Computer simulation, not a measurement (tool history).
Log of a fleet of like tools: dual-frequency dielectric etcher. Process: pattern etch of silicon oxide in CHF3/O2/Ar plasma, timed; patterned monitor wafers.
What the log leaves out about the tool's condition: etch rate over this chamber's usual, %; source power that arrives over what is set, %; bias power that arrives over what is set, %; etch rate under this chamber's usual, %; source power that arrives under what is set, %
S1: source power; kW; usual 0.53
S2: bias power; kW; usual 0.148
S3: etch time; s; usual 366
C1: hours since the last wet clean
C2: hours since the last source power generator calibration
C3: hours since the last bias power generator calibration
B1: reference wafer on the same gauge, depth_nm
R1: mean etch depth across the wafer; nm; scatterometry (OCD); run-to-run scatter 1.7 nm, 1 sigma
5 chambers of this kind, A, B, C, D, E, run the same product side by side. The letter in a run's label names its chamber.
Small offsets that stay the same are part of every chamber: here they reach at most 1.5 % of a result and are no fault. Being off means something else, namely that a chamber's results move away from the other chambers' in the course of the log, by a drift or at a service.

run 1B day=0.217 | S1=0.53 S2=0.148 S3=366 | C1=282.5 C2=2497.3 C3=683 | B1=539.8 | R1=642.53
run 2C day=0.346 | S1=0.53 S2=0.148 S3=366 | C1=238.6 C2=844.6 C3=546.1 | B1=540.22 | R1=641.07
run 3D day=0.462 | S1=0.53 S2=0.148 S3=366 | C1=487.4 C2=2647.6 C3=1261.3 | B1=539.6 | R1=639.57
run 4A day=0.696 | S1=0.53 S2=0.148 S3=366 | C1=146.1 C2=294.2 C3=428.5 | B1=540.38 | R1=645.29
run 5E day=0.892 | S1=0.53 S2=0.148 S3=366 | C1=106.6 C2=1336.7 C3=34.6 | B1=540.11 | R1=639.71
run 6E day=1.117 | S1=0.53 S2=0.148 S3=366 | C1=112 C2=1342.1 C3=40 | B1=540.25 | R1=638.56
run 7B day=1.367 | S1=0.53 S2=0.148 S3=366 | C1=310.1 C2=2524.9 C3=710.6 | B1=539.93 | R1=642.43
run 8C day=1.596 | S1=0.53 S2=0.148 S3=366 | C1=268.6 C2=874.6 C3=576.1 | B1=540 | R1=638.83
run 9A day=1.858 | S1=0.53 S2=0.148 S3=366 | C1=174 C2=322.1 C3=456.4 | B1=539.8 | R1=647.44
run 10D day=1.988 | S1=0.53 S2=0.148 S3=366 | C1=524 C2=2684.2 C3=1297.9 | B1=539.5 | R1=639.85
run 11A day=2.204 | S1=0.53 S2=0.148 S3=366 | C1=182.3 C2=330.4 C3=464.7 | B1=540.05 | R1=647.24
run 12D day=2.454 | S1=0.53 S2=0.148 S3=366 | C1=535.2 C2=2695.4 C3=1309.1 | B1=539.83 | R1=638.18
run 13C day=2.654 | S1=0.53 S2=0.131 S3=366 | C1=294 C2=900 C3=601.5 | B1=540.12 | R1=616.36
run 14E day=2.917 | S1=0.53 S2=0.131 S3=366 | C1=155.2 C2=1385.3 C3=83.2 | B1=540.02 | R1=616.48
run 15B day=3.083 | S1=0.53 S2=0.131 S3=366 | C1=351.3 C2=2566.1 C3=751.8 | B1=540.01 | R1=625.08
run 16D day=3.312 | S1=0.53 S2=0.131 S3=366 | C1=555.8 C2=2716 C3=1329.7 | B1=539.96 | R1=610.3
run 17C day=3.517 | S1=0.53 S2=0.131 S3=366 | C1=314.7 C2=920.7 C3=622.2 | B1=540.22 | R1=616.03
run 18B day=3.7 | S1=0.53 S2=0.148 S3=366 | C1=366.1 C2=2580.9 C3=766.6 | B1=540.08 | R1=650.75
run 19E day=3.883 | S1=0.53 S2=0.148 S3=366 | C1=178.4 C2=1408.5 C3=106.4 | B1=540.16 | R1=638.85
run 20A day=4.088 | S1=0.53 S2=0.148 S3=366 | C1=227.5 C2=375.6 C3=509.9 | B1=539.8 | R1=648.31
run 21C day=4.225 | S1=0.53 S2=0.148 S3=366 | C1=331.7 C2=937.7 C3=639.2 | B1=539.98 | R1=640.78
run 22E day=4.417 | S1=0.53 S2=0.148 S3=366 | C1=191.2 C2=1421.3 C3=119.2 | B1=539.72 | R1=637.7
run 23D day=4.654 | S1=0.53 S2=0.17 S3=366 | C1=588 C2=2748.2 C3=1361.9 | B1=540.16 | R1=670.47
run 24A day=4.804 | S1=0.53 S2=0.17 S3=366 | C1=244.7 C2=392.8 C3=527.1 | B1=539.69 | R1=676.73
run 25B day=4.95 | S1=0.53 S2=0.17 S3=366 | C1=396.1 C2=2610.9 C3=796.6 | B1=540.17 | R1=690.03
run 26A day=5.133 | S1=0.53 S2=0.17 S3=366 | C1=252.6 C2=400.7 C3=535 | B1=540.01 | R1=670.6
run 27B day=5.379 | S1=0.53 S2=0.17 S3=366 | C1=406.4 C2=2621.2 C3=806.9 | B1=540.14 | R1=690.34
run 28C day=5.512 | S1=0.53 S2=0.148 S3=366 | C1=362.6 C2=968.6 C3=670.1 | B1=539.91 | R1=639.5
run 29E day=5.729 | S1=0.53 S2=0.148 S3=366 | C1=222.7 C2=1452.8 C3=150.7 | B1=540.28 | R1=641.38
run 30D day=5.858 | S1=0.53 S2=0.148 S3=366 | C1=616.9 C2=2777.1 C3=1390.8 | B1=540.05 | R1=640.43
run 31B day=6.05 | S1=0.53 S2=0.148 S3=366 | C1=422.5 C2=2637.3 C3=823 | B1=540.04 | R1=657.75
run 32C day=6.175 | S1=0.53 S2=0.148 S3=366 | C1=378.5 C2=984.5 C3=686 | B1=540.13 | R1=638.53
run 33D day=6.383 | S1=0.53 S2=0.148 S3=366 | C1=629.5 C2=2789.7 C3=1403.4 | B1=539.86 | R1=637.71
run 34A day=6.533 | S1=0.53 S2=0.148 S3=366 | C1=286.2 C2=434.3 C3=568.6 | B1=540.28 | R1=642.8
run 35E day=6.675 | S1=0.53 S2=0.148 S3=366 | C1=245.4 C2=1475.5 C3=173.4 | B1=540.29 | R1=638.47
run 36D day=6.921 | S1=0.53 S2=0.148 S3=366 | C1=642.4 C2=2802.6 C3=1416.3 | B1=539.76 | R1=639.16
run 37B day=7.142 | S1=0.53 S2=0.148 S3=366 | C1=448.7 C2=2663.5 C3=849.2 | B1=539.61 | R1=666.59
run 38A day=7.367 | S1=0.53 S2=0.148 S3=366 | C1=306.2 C2=454.3 C3=588.6 | B1=540 | R1=645.29
run 39C day=7.529 | S1=0.53 S2=0.148 S3=366 | C1=411 C2=1017 C3=718.5 | B1=540.08 | R1=641.18

All chambers now run identical settings, listed one chamber a line with results as question marks. What results will each chamber show?
run 40A day=7.717 | S1=0.53 S2=0.148 S3=366 | R1=?
run 40B day=7.717 | S1=0.53 S2=0.148 S3=366 | R1=?
run 40C day=7.717 | S1=0.53 S2=0.148 S3=366 | R1=?
run 40D day=7.717 | S1=0.53 S2=0.148 S3=366 | R1=?
run 40E day=7.717 | S1=0.53 S2=0.148 S3=366 | R1=?

run=40A R1=646.18
run=40B R1=670.58
run=40C R1=640.42
run=40D R1=638.96
run=40E R1=638.92
